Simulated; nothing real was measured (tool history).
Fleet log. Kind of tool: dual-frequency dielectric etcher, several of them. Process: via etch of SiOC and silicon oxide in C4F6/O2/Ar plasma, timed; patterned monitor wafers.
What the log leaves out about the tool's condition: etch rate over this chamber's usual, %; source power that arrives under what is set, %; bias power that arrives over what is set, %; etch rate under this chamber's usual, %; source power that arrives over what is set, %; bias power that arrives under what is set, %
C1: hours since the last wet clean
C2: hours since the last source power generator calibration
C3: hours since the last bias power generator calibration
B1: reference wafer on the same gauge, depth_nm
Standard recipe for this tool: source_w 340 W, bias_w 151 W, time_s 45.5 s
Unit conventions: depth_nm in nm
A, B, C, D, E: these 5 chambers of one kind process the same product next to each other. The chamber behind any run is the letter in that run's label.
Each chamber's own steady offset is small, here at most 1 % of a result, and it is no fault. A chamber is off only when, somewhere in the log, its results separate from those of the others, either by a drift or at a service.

Run 1B, day 0.3: usual settings; C1 47.1; C2 3307.9; C3 1655.2; B1 49.454. Result: depth_nm 45.499 nm.
Run 2E, day 0.688: usual settings; C1 269.2; C2 1242.4; C3 4744.6; B1 49.341. Result: depth_nm 45.661 nm.
Run 3C, day 0.958: usual settings; C1 310.6; C2 2154.2; C3 3457.9; B1 49.403. Result: depth_nm 45.518 nm.
Run 4A, day 1.258: usual settings; C1 213.1; C2 1460.5; C3 1042.1; B1 49.346. Result: depth_nm 45.727 nm.
Run 5D, day 1.783: usual settings but source_w 280 W, time_s 57 s; C1 378.3; C2 4785; C3 428; B1 49.404. Result: depth_nm 53.368 nm.
Run 6B, day 2.079: usual settings but source_w 280 W, time_s 57 s; C1 89.8; C2 3350.6; C3 1697.9; B1 49.418. Result: depth_nm 52.802 nm.
Run 7E, day 2.529: usual settings but source_w 280 W, time_s 57 s; C1 313.4; C2 1286.6; C3 4788.8; B1 49.331. Result: depth_nm 53.603 nm.
Run 8C, day 2.954: usual settings but source_w 280 W, time_s 57 s; C1 358.5; C2 2202.1; C3 3505.8; B1 49.43. Result: depth_nm 52.025 nm.
Run 9A, day 3.329: usual settings but source_w 280 W, time_s 57 s; C1 262.8; C2 1510.2; C3 1091.8; B1 49.345. Result: depth_nm 53.265 nm.
Run 10D, day 3.671: usual settings; C1 423.6; C2 4830.3; C3 473.3; B1 49.422. Result: depth_nm 45.11 nm.
Run 11D, day 4.142: usual settings; C1 434.9; C2 4841.6; C3 484.6; B1 49.514. Result: depth_nm 45.394 nm.
Run 12E, day 4.571: usual settings but source_w 280 W, bias_w 174 W; C1 362.4; C2 1335.6; C3 4837.8; B1 49.418. Result: depth_nm 44.857 nm.
Run 13C, day 4.808: usual settings but source_w 280 W, bias_w 174 W; C1 403; C2 2246.6; C3 3550.3; B1 49.398. Result: depth_nm 43.283 nm.
Run 14B, day 5.171: usual settings but source_w 280 W, bias_w 174 W; C1 164; C2 3424.8; C3 1772.1; B1 49.407. Result: depth_nm 44.327 nm.
At day 5.521: chamber B: bias power generator calibrated.
Run 15A, day 5.529: usual settings but source_w 280 W, bias_w 174 W; C1 315.6; C2 1563; C3 1144.6; B1 49.368. Result: depth_nm 44.673 nm.
Run 16D, day 5.862: usual settings but source_w 280 W, bias_w 174 W; C1 476.2; C2 4882.9; C3 525.9; B1 49.453. Result: depth_nm 44.133 nm.
Run 17B, day 6.242: usual settings but time_s 51 s; C1 189.7; C2 3450.5; C3 17.4; B1 49.402. Result: depth_nm 51.155 nm.
Run 18C, day 6.554: usual settings but time_s 51 s; C1 444.9; C2 2288.5; C3 3592.2; B1 49.437. Result: depth_nm 49.731 nm.
Run 19E, day 6.983: usual settings but time_s 51 s; C1 420.3; C2 1393.5; C3 4895.7; B1 49.307. Result: depth_nm 51.988 nm.
At day 7.046: chamber A: wet clean of the chamber.
Run 20A, day 7.45: usual settings but time_s 51 s; C1 9.7; C2 1609.1; C3 1190.7; B1 49.309. Result: depth_nm 51.625 nm.
Run 21C, day 7.983: usual settings but time_s 51 s; C1 479.2; C2 2322.8; C3 3626.5; B1 49.387. Result: depth_nm 49.876 nm.
Run 22D, day 8.304: usual settings; C1 534.8; C2 4941.5; C3 584.5; B1 49.413. Result: depth_nm 45.534 nm.
At day 8.358: chamber E: bias power generator calibrated.
Run 23E, day 8.533: usual settings; C1 457.5; C2 1430.7; C3 4.2; B1 49.427. Result: depth_nm 45.877 nm.
Run 24A, day 8.958: usual settings; C1 45.9; C2 1645.3; C3 1226.9; B1 49.38. Result: depth_nm 45.779 nm.
Run 25B, day 9.392: usual settings; C1 265.3; C2 3526.1; C3 93; B1 49.406. Result: depth_nm 45.631 nm.
Run 26D, day 9.662: usual settings; C1 567.4; C2 4974.1; C3 617.1; B1 49.505. Result: depth_nm 45.068 nm.
Run 27B, day 10.158: usual settings; C1 283.7; C2 3544.5; C3 111.4; B1 49.35. Result: depth_nm 45.083 nm.
Run 28E, day 10.417: usual settings but bias_w 120 W, time_s 41 s; C1 502.7; C2 1475.9; C3 49.4; B1 49.473. Result: depth_nm 38.509 nm.
Run 29A, day 10.825: usual settings but bias_w 120 W, time_s 41 s; C1 90.7; C2 1690.1; C3 1271.7; B1 49.355. Result: depth_nm 38.241 nm.
At day 11.062: chamber D: wet clean of the chamber.
Run 30C, day 11.083: usual settings but bias_w 120 W, time_s 41 s; C1 553.6; C2 2397.2; C3 3700.9; B1 49.417. Result: depth_nm 36.895 nm.
Run 31D, day 11.458: usual settings but bias_w 120 W, time_s 41 s; C1 9.5; C2 5017.2; C3 660.2; B1 49.387. Result: depth_nm 38.599 nm.

Predict what each chamber gives when all 5 of them run the settings below next.
Run 32A, day 11.842: usual settings but time_s 54.5 s. Result: depth_nm ?.
Run 32B, day 11.842: usual settings but time_s 54.5 s. Result: depth_nm ?.
Run 32C, day 11.842: usual settings but time_s 54.5 s. Result: depth_nm ?.
Run 32D, day 11.842: usual settings but time_s 54.5 s. Result: depth_nm ?.
Run 32E, day 11.842: usual settings but time_s 54.5 s. Result: depth_nm ?.

run  depth_nm
32A    54.584
32B    54.032
32C    52.063
32D     55.01
32E    54.906
